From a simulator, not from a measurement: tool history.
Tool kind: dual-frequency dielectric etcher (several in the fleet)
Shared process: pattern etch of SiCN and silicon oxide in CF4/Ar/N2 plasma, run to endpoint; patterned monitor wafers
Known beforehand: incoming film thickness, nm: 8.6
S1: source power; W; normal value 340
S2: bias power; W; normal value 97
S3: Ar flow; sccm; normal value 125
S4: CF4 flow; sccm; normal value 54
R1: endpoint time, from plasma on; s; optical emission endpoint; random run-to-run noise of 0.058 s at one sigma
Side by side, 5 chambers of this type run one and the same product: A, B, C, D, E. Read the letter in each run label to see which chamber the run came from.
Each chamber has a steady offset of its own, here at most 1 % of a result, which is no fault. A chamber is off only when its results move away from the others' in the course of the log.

run     day   S1  S2   S3  S4      R1
 1B   0.225  340  97  125  54  12.333
 2C   0.483  340  97  125  54  12.348
 3D   0.838  340  97  125  54  12.468
 4A   1.075  340  97  125  54  12.203
 5E   1.483  340  97  125  54  12.168
 6B   1.758  340  97  125  59  12.116
 7E   2.117  340  97  125  59  12.088
 8D   2.500  340  97  125  59  12.285
 9C   2.792  340  97  125  59  12.163
10A   3.042  340  97  125  59  12.122
      3.175  -- chamber D: wet clean of the chamber
11B   3.254  340  97  125  54  12.277
12C   3.646  340  85  125  42  13.560
13D   3.946  340  85  125  42  13.615
14A   4.196  340  85  125  42  13.505
15E   4.604  340  85  125  42  13.329
16E   4.850  340  85  125  42  13.254
17B   5.067  340  97  125  54  12.175
18D   5.350  340  97  125  54  12.335
19C   5.688  340  97  125  54  12.334
      5.825  -- chamber A: wet clean of the chamber
20A   5.908  340  97  125  54  12.219
21A   6.150  340  97  125  54  12.363
22D   6.429  340  97  125  54  12.448
23E   6.658  340  97  125  54  12.250
24C   6.971  340  97  125  54  12.279
25B   7.271  340  97  125  54  12.317
26D   7.650  340  97  125  54  12.387
      7.667  -- chamber B: bias power generator calibrated
27C   7.979  340  97  125  54  12.307
28A   8.233  340  97  125  54  12.246
29B   8.458  340  97  125  54  12.170
      8.792  -- chamber E: wet clean of the chamber
30E   8.812  340  97  144  61  12.334
31C   9.171  340  97  144  61  12.368
32A   9.500  340  97  144  61  12.416
33E   9.792  340  97  144  61  12.301
34B  10.142  340  97  144  61  12.207
35D  10.371  340  97  125  54  12.508
36A  10.700  340  97  125  54  12.287
37E  11.071  340  97  125  54  12.229
38C  11.400  340  97  125  54  12.355
39B  11.762  340  97  125  54  12.015
40D  12.004  340  97  125  54  12.401
41A  12.283  340  97  125  54  12.225
42C  12.675  340  97  125  54  12.385
43B  12.992  340  97  125  54  11.984

Decide between three cases: one chamber stands off from its peers, the gauge reading all wafers drifts, or nothing is wrong past each chamber's small offset. Where a chamber is off, say which and what most likely put it there.

Little by little, chamber B moves away from the other chambers.
Most likely cause: etch rate over this chamber's usual, % = 2.93.
Not necessarily distinguishable in this log from: source power that arrives over what is set, %.

Below are 4 candidate recipes for chamber B's next run, each the usual settings with a change, their results shown as question marks. Which of them brings B's results back in line with what the other chambers give on the usual settings?
In line here means within this much of the mean the other chambers give on the usual settings: R1 0.200 s
44B-1  13.283  360  100  124  55   ?
44B-2  13.283  330   96  126  54   ?
44B-3  13.283  350   97  124  54   ?
44B-4  13.283  320   95  126  54   ?

Average result of the remaining chambers running the usual settings: R1 12.319 s
  run      R1
44B-1  11.221
44B-2  12.359
44B-3  11.666
44B-4  12.748
With 44B-2, the chamber falls back in line with the rest.
